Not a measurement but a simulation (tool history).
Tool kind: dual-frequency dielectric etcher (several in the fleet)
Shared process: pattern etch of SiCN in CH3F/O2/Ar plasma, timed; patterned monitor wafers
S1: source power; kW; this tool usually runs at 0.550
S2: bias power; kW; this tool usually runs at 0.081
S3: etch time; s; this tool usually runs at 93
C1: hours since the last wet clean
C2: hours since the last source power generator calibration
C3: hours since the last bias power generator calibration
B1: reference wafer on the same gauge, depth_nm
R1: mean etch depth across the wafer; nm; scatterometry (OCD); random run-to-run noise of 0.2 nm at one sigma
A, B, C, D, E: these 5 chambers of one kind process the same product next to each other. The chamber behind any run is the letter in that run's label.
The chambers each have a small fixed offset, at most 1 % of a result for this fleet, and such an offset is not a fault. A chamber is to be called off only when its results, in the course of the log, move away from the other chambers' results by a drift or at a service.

run,hour,S1,S2,S3,C1,C2,C3,B1,R1
1C,4.9,0.550,0.081,93,94.2,122.4,1286.4,45.869,41.030
2D,8.0,0.550,0.081,93,241.7,1073.0,880.3,45.953,40.891
3A,13.5,0.550,0.081,93,618.2,961.7,2242.4,45.918,40.897
4E,18.1,0.550,0.081,93,542.7,1565.7,4066.3,45.905,40.997
5B,21.8,0.550,0.081,93,233.1,2389.6,259.6,45.890,41.037
6E,26.1,0.550,0.081,111,550.7,1573.7,4074.3,45.906,48.922
7A,30.1,0.550,0.081,111,634.8,978.3,2259.0,45.903,48.785
# hour 30.7: chamber A: wet clean of the chamber
8C,34.9,0.550,0.081,111,124.2,152.4,1316.4,45.854,49.269
9B,39.6,0.550,0.081,111,250.9,2407.4,277.4,45.876,48.750
10D,42.8,0.550,0.081,111,276.5,1107.8,915.1,45.876,49.088
11C,47.0,0.620,0.072,93,136.3,164.5,1328.5,45.918,41.044
12E,50.8,0.620,0.072,93,575.4,1598.4,4099.0,45.899,40.877
13B,56.2,0.620,0.072,93,267.5,2424.0,294.0,45.880,41.329
14A,61.6,0.620,0.072,93,31.0,1009.8,2290.5,45.906,40.932
# hour 64.0: chamber E: wet clean of the chamber
15D,66.6,0.620,0.072,93,300.3,1131.6,938.9,45.871,41.189
16D,71.6,0.550,0.081,93,305.3,1136.6,943.9,45.930,41.058
17C,75.8,0.630,0.067,93,165.1,193.3,1357.3,45.908,40.882
18B,78.6,0.630,0.067,93,289.9,2446.4,316.4,45.972,40.585
19E,82.8,0.630,0.067,93,18.8,1630.4,4131.0,45.935,40.382
20A,85.4,0.630,0.067,93,54.8,1033.6,2314.3,45.828,40.236
21E,89.5,0.630,0.067,93,25.5,1637.1,4137.7,45.975,40.129
22D,93.2,0.550,0.081,93,326.9,1158.2,965.5,45.965,41.017
23C,96.4,0.550,0.081,93,185.7,213.9,1377.9,45.867,41.210
24A,99.0,0.550,0.081,93,68.4,1047.2,2327.9,45.904,41.111
25B,103.0,0.550,0.081,93,314.3,2470.8,340.8,45.937,41.085
26C,108.2,0.550,0.081,93,197.5,225.7,1389.7,45.934,41.228
27B,111.3,0.550,0.081,93,322.6,2479.1,349.1,45.901,41.291
28E,115.1,0.550,0.081,93,51.1,1662.7,4163.3,45.933,40.745
29D,118.6,0.550,0.081,93,352.3,1183.6,990.9,45.858,40.811
30A,124.5,0.550,0.081,93,93.9,1072.7,2353.4,45.928,40.725

Predict what each chamber gives when all 5 of them run the settings below next.
31A,128.9,0.550,0.081,93,,,,,?
31B,128.9,0.550,0.081,93,,,,,?
31C,128.9,0.550,0.081,93,,,,,?
31D,128.9,0.550,0.081,93,,,,,?
31E,128.9,0.550,0.081,93,,,,,?

run,R1
31A,41.267
31B,41.340
31C,41.104
31D,41.008
31E,40.901

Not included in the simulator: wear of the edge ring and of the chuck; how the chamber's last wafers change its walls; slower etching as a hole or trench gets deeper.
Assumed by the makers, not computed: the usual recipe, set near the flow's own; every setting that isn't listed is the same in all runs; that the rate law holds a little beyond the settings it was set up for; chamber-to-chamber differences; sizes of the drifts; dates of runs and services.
